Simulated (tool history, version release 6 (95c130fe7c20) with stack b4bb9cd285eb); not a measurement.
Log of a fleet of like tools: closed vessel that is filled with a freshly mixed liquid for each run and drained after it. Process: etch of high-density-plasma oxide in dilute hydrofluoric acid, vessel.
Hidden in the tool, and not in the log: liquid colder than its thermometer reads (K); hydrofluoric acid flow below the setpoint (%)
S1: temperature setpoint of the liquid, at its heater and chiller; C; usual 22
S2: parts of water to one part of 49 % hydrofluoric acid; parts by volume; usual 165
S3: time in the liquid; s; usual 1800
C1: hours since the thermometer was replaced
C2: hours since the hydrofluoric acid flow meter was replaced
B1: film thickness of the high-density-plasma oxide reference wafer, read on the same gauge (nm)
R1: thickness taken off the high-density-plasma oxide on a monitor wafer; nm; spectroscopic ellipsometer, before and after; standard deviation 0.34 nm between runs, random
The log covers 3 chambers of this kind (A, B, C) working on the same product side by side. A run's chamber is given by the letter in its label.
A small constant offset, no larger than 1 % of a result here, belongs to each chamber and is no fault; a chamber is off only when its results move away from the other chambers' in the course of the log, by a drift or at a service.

run	day	S1	S2	S3	C1	C2	B1	R1
1B	0.158	22	165	1800	769.0	1423.0	129.96	48.844
2A	0.321	22	165	1800	431.7	1240.5	130.02	48.974
3C	0.475	22	165	1800	240.5	928.7	130.03	48.075
4B	0.583	22	165	1800	779.2	1433.2	129.97	48.574
5A	0.754	22	165	1800	442.1	1250.9	129.95	49.153
6C	0.917	19	110	1800	251.1	939.3	129.97	68.290
7A	1.121	19	110	1800	450.9	1259.7	129.98	69.867
8B	1.229	19	110	1800	794.7	1448.7	129.94	69.381
9C	1.454	22	165	1800	264.0	952.2	130.02	46.804
10C	1.646	22	165	1800	268.6	956.8	130.04	46.626
11A	1.775	22	165	1800	466.6	1275.4	130.05	48.662
12B	1.992	22	165	1800	813.0	1467.0	130.00	49.354
13A	2.212	22	165	1800	477.1	1285.9	130.01	49.018
14B	2.350	22	165	1800	821.6	1475.6	130.03	48.952
15C	2.554	22	165	1800	290.4	978.6	130.02	45.763
16C	2.721	22	195	1800	294.4	982.6	130.04	37.221
17B	2.846	22	195	1800	833.5	1487.5	130.02	40.158
18A	3.062	22	195	1800	497.5	1306.3	130.01	39.893
19B	3.288	22	165	1800	844.1	1498.1	129.98	49.939
20A	3.454	22	165	1800	506.9	1315.7	129.99	48.802

Has any chamber moved away from the others, gradually or after a service, or does the common gauge drift, or do the chambers differ only by their own small steady offsets? State the chamber and the most likely cause if one applies.

Chamber C drifts away from the others.
Cause: liquid colder than its thermometer reads (K) = 2.31.
With only this log, it may be confused with: hydrofluoric acid flow below the setpoint (%).

Chamber C could run next with any of the 4 candidate recipes listed below; each alters the usual settings, and their results appear as question marks. Which one brings its results back in line with what the other chambers deliver on the usual settings?
In-line tolerance around the mean of the other chambers on the usual settings: R1 1.200 nm
21C-1	3.629	22	180	1800				?
21C-2	3.629	22	170	1800				?
21C-3	3.629	22	165	1855				?
21C-4	3.629	22	160	1900				?

The mean the other chambers reach with the usual settings: R1 48.992 nm
run	R1
21C-1	40.077
21C-2	42.849
21C-3	45.722
21C-4	48.535
It is 21C-4 that realigns the chamber with its peers.

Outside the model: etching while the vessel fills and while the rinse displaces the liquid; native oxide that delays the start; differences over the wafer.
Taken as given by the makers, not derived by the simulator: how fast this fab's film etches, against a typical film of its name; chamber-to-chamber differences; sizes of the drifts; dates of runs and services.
